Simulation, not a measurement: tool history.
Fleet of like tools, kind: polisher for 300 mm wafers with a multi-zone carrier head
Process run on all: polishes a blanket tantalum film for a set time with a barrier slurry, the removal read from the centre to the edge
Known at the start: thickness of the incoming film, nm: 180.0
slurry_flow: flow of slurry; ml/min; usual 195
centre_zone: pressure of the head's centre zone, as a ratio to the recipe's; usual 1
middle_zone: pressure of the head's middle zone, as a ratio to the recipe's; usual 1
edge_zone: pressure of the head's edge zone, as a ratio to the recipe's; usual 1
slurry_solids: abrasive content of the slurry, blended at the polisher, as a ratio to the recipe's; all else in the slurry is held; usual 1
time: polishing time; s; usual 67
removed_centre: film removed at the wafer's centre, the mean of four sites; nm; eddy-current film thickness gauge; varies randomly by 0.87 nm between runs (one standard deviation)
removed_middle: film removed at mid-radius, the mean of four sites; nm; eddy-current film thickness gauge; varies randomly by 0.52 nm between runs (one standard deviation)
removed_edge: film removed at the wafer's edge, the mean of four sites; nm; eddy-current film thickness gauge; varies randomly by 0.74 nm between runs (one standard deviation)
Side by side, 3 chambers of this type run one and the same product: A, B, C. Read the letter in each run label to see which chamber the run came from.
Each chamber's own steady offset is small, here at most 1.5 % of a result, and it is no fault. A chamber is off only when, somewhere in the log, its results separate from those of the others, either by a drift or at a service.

{"run": "1A", "day": 0.279, "slurry_flow": 195, "centre_zone": 1, "middle_zone": 1, "edge_zone": 1, "slurry_solids": 1, "time": 67, "removed_centre": 70.086, "removed_middle": 70.345, "removed_edge": 70.47}
{"run": "2B", "day": 0.525, "slurry_flow": 195, "centre_zone": 1, "middle_zone": 1, "edge_zone": 1, "slurry_solids": 1, "time": 67, "removed_centre": 71.221, "removed_middle": 70.889, "removed_edge": 71.343}
{"run": "3C", "day": 0.679, "slurry_flow": 195, "centre_zone": 1, "middle_zone": 1, "edge_zone": 1, "slurry_solids": 1, "time": 67, "removed_centre": 70.809, "removed_middle": 72.318, "removed_edge": 71.487}
{"run": "4A", "day": 0.975, "slurry_flow": 195, "centre_zone": 1, "middle_zone": 1, "edge_zone": 1, "slurry_solids": 1, "time": 67, "removed_centre": 71.668, "removed_middle": 72.233, "removed_edge": 71.867}
{"run": "5C", "day": 1.183, "slurry_flow": 195, "centre_zone": 1, "middle_zone": 1, "edge_zone": 1, "slurry_solids": 1, "time": 67, "removed_centre": 73.072, "removed_middle": 71.885, "removed_edge": 71.118}
{"run": "6B", "day": 1.354, "slurry_flow": 195, "centre_zone": 1, "middle_zone": 1, "edge_zone": 1, "slurry_solids": 1, "time": 67, "removed_centre": 71.839, "removed_middle": 70.741, "removed_edge": 71.155}
{"run": "7C", "day": 1.596, "slurry_flow": 195, "centre_zone": 1, "middle_zone": 1, "edge_zone": 1, "slurry_solids": 1, "time": 67, "removed_centre": 70.435, "removed_middle": 72.173, "removed_edge": 70.911}
{"day": 1.817, "done": "chamber B: edge zone pressure recalibrated"}
{"run": "8A", "day": 1.817, "slurry_flow": 195, "centre_zone": 1, "middle_zone": 1, "edge_zone": 1, "slurry_solids": 1, "time": 67, "removed_centre": 72.014, "removed_middle": 70.737, "removed_edge": 71.598}
{"run": "9B", "day": 2.021, "slurry_flow": 195, "centre_zone": 1, "middle_zone": 1, "edge_zone": 1, "slurry_solids": 1, "time": 67, "removed_centre": 70.454, "removed_middle": 70.65, "removed_edge": 71.264}
{"run": "10A", "day": 2.225, "slurry_flow": 235, "centre_zone": 1, "middle_zone": 1, "edge_zone": 1, "slurry_solids": 1, "time": 84, "removed_centre": 92.481, "removed_middle": 90.285, "removed_edge": 89.75}
{"run": "11C", "day": 2.517, "slurry_flow": 235, "centre_zone": 1, "middle_zone": 1, "edge_zone": 1, "slurry_solids": 1, "time": 84, "removed_centre": 93.632, "removed_middle": 92.276, "removed_edge": 92.311}
{"run": "12B", "day": 2.675, "slurry_flow": 235, "centre_zone": 1, "middle_zone": 1, "edge_zone": 1, "slurry_solids": 1, "time": 84, "removed_centre": 91.771, "removed_middle": 90.169, "removed_edge": 89.969}
{"run": "13C", "day": 2.808, "slurry_flow": 195, "centre_zone": 1, "middle_zone": 1, "edge_zone": 1, "slurry_solids": 1, "time": 67, "removed_centre": 73.176, "removed_middle": 72.65, "removed_edge": 70.516}
{"run": "14A", "day": 3.108, "slurry_flow": 195, "centre_zone": 1, "middle_zone": 1, "edge_zone": 1, "slurry_solids": 1, "time": 67, "removed_centre": 70.322, "removed_middle": 70.434, "removed_edge": 70.568}
{"day": 3.167, "done": "chamber A: slurry nozzle cleaned"}
{"run": "15B", "day": 3.317, "slurry_flow": 195, "centre_zone": 1, "middle_zone": 1, "edge_zone": 1, "slurry_solids": 1, "time": 67, "removed_centre": 71.627, "removed_middle": 69.27, "removed_edge": 70.283}
{"run": "16C", "day": 3.546, "slurry_flow": 195, "centre_zone": 1, "middle_zone": 1, "edge_zone": 1, "slurry_solids": 1, "time": 67, "removed_centre": 71.169, "removed_middle": 71.902, "removed_edge": 72.7}
{"run": "17B", "day": 3.692, "slurry_flow": 195, "centre_zone": 1, "middle_zone": 1, "edge_zone": 1, "slurry_solids": 1, "time": 67, "removed_centre": 69.692, "removed_middle": 71.705, "removed_edge": 68.909}
{"run": "18A", "day": 3.867, "slurry_flow": 195, "centre_zone": 1, "middle_zone": 1, "edge_zone": 1.1, "slurry_solids": 1, "time": 67, "removed_centre": 71.144, "removed_middle": 70.45, "removed_edge": 74.9}
{"run": "19A", "day": 4.121, "slurry_flow": 195, "centre_zone": 1, "middle_zone": 1, "edge_zone": 1.1, "slurry_solids": 1, "time": 67, "removed_centre": 71.252, "removed_middle": 70.837, "removed_edge": 73.441}
{"run": "20C", "day": 4.283, "slurry_flow": 195, "centre_zone": 1, "middle_zone": 1, "edge_zone": 1.1, "slurry_solids": 1, "time": 67, "removed_centre": 70.776, "removed_middle": 72.122, "removed_edge": 75.988}
{"day": 4.308, "done": "chamber A: worn pad replaced by a new one"}
{"run": "21B", "day": 4.542, "slurry_flow": 195, "centre_zone": 1, "middle_zone": 1.07, "edge_zone": 0.89, "slurry_solids": 1, "time": 67, "removed_centre": 69.31, "removed_middle": 74.78, "removed_edge": 67.685}
{"day": 4.808, "done": "chamber C: edge zone pressure recalibrated"}
{"run": "22C", "day": 4.85, "slurry_flow": 195, "centre_zone": 1, "middle_zone": 1.07, "edge_zone": 0.89, "slurry_solids": 1, "time": 67, "removed_centre": 72.009, "removed_middle": 77.045, "removed_edge": 67.314}
{"run": "23A", "day": 5.017, "slurry_flow": 195, "centre_zone": 1, "middle_zone": 1.07, "edge_zone": 0.89, "slurry_solids": 1, "time": 67, "removed_centre": 71.988, "removed_middle": 77.194, "removed_edge": 67.708}
{"run": "24B", "day": 5.283, "slurry_flow": 195, "centre_zone": 1, "middle_zone": 1, "edge_zone": 1, "slurry_solids": 1, "time": 67, "removed_centre": 68.801, "removed_middle": 70.533, "removed_edge": 70.272}
{"run": "25A", "day": 5.512, "slurry_flow": 195, "centre_zone": 1, "middle_zone": 1, "edge_zone": 1, "slurry_solids": 1, "time": 67, "removed_centre": 72.882, "removed_middle": 70.212, "removed_edge": 71.808}
{"day": 5.612, "done": "chamber B: worn pad replaced by a new one"}
{"run": "26C", "day": 5.688, "slurry_flow": 195, "centre_zone": 1, "middle_zone": 1, "edge_zone": 1, "slurry_solids": 1, "time": 67, "removed_centre": 70.827, "removed_middle": 72.482, "removed_edge": 70.779}
{"run": "27B", "day": 5.838, "slurry_flow": 130, "centre_zone": 1, "middle_zone": 1, "edge_zone": 1, "slurry_solids": 1, "time": 67, "removed_centre": 62.912, "removed_middle": 65.274, "removed_edge": 67.514}
{"run": "28C", "day": 6.092, "slurry_flow": 130, "centre_zone": 1, "middle_zone": 1, "edge_zone": 1, "slurry_solids": 1, "time": 67, "removed_centre": 65.222, "removed_middle": 66.443, "removed_edge": 68.025}
{"day": 6.358, "done": "chamber C: worn pad replaced by a new one"}
{"run": "29A", "day": 6.375, "slurry_flow": 130, "centre_zone": 1, "middle_zone": 1, "edge_zone": 1, "slurry_solids": 1, "time": 67, "removed_centre": 64.084, "removed_middle": 65.396, "removed_edge": 67.369}
{"run": "30B", "day": 6.638, "slurry_flow": 195, "centre_zone": 1, "middle_zone": 1, "edge_zone": 1, "slurry_solids": 1, "time": 67, "removed_centre": 67.941, "removed_middle": 71.111, "removed_edge": 71.983}
{"run": "31A", "day": 6.788, "slurry_flow": 195, "centre_zone": 1, "middle_zone": 1, "edge_zone": 1, "slurry_solids": 1, "time": 67, "removed_centre": 70.812, "removed_middle": 71.21, "removed_edge": 71.975}
{"run": "32B", "day": 7.042, "slurry_flow": 195, "centre_zone": 1, "middle_zone": 1, "edge_zone": 1, "slurry_solids": 1, "time": 67, "removed_centre": 67.599, "removed_middle": 70.405, "removed_edge": 70.34}
{"run": "33C", "day": 7.217, "slurry_flow": 195, "centre_zone": 1, "middle_zone": 1, "edge_zone": 1, "slurry_solids": 1, "time": 67, "removed_centre": 72.665, "removed_middle": 72.89, "removed_edge": 71.334}
{"run": "34A", "day": 7.425, "slurry_flow": 195, "centre_zone": 1, "middle_zone": 1, "edge_zone": 1, "slurry_solids": 1, "time": 67, "removed_centre": 71.802, "removed_middle": 71.246, "removed_edge": 72.043}
{"run": "35C", "day": 7.721, "slurry_flow": 195, "centre_zone": 1, "middle_zone": 1, "edge_zone": 1, "slurry_solids": 1, "time": 67, "removed_centre": 71.396, "removed_middle": 72.755, "removed_edge": 71.308}
{"run": "36B", "day": 7.904, "slurry_flow": 195, "centre_zone": 1, "middle_zone": 1, "edge_zone": 1, "slurry_solids": 1, "time": 67, "removed_centre": 66.893, "removed_middle": 70.579, "removed_edge": 70.345}
{"run": "37B", "day": 8.2, "slurry_flow": 195, "centre_zone": 1, "middle_zone": 1, "edge_zone": 1, "slurry_solids": 1, "time": 67, "removed_centre": 66.169, "removed_middle": 70.182, "removed_edge": 69.57}
{"run": "38A", "day": 8.492, "slurry_flow": 195, "centre_zone": 1, "middle_zone": 1, "edge_zone": 1, "slurry_solids": 1, "time": 67, "removed_centre": 70.083, "removed_middle": 70.855, "removed_edge": 71.93}

Is one chamber out of step, is the gauge drifting, or do the chambers differ by no more than their own small offsets? For an off chamber, give its letter and the likeliest cause.

One chamber, B, drifts off from the rest bit by bit.
Most likely cause: centre zone's pressure below its setpoint, % = 6.94.

Chamber B could run next with any of the 4 candidate recipes listed below; each alters the usual settings, and their results appear as question marks. Which one brings its results back in line with what the other chambers deliver on the usual settings?
Maximum distance from the other chambers' mean on the usual settings for a result to count as in line: removed_centre 3.1 nm; removed_middle 1.8 nm; removed_edge 2.6 nm
{"run": "39B-1", "day": 8.708, "slurry_flow": 190, "centre_zone": 0.94, "middle_zone": 1.01, "edge_zone": 1.03, "slurry_solids": 1, "time": 66, "removed_centre": "?", "removed_middle": "?", "removed_edge": "?"}
{"run": "39B-2", "day": 8.708, "slurry_flow": 200, "centre_zone": 1.06, "middle_zone": 0.99, "edge_zone": 0.97, "slurry_solids": 1, "time": 68, "removed_centre": "?", "removed_middle": "?", "removed_edge": "?"}
{"run": "39B-3", "day": 8.708, "slurry_flow": 185, "centre_zone": 0.88, "middle_zone": 1.01, "edge_zone": 1.05, "slurry_solids": 1, "time": 66, "removed_centre": "?", "removed_middle": "?", "removed_edge": "?"}
{"run": "39B-4", "day": 8.708, "slurry_flow": 205, "centre_zone": 1.12, "middle_zone": 0.99, "edge_zone": 0.95, "slurry_solids": 1, "time": 68, "removed_centre": "?", "removed_middle": "?", "removed_edge": "?"}

What the other chambers average on the usual settings: removed_centre 71.575 nm; removed_middle 71.527 nm; removed_edge 71.189 nm
run=39B-1 removed_centre=60.54 removed_middle=70.163 removed_edge=70.525
run=39B-2 removed_centre=71.878 removed_middle=71.499 removed_edge=70.832
run=39B-3 removed_centre=55.961 removed_middle=69.895 removed_edge=71.036
run=39B-4 removed_centre=76.67 removed_middle=71.732 removed_edge=70.262
39B-2 brings the chamber back in line.
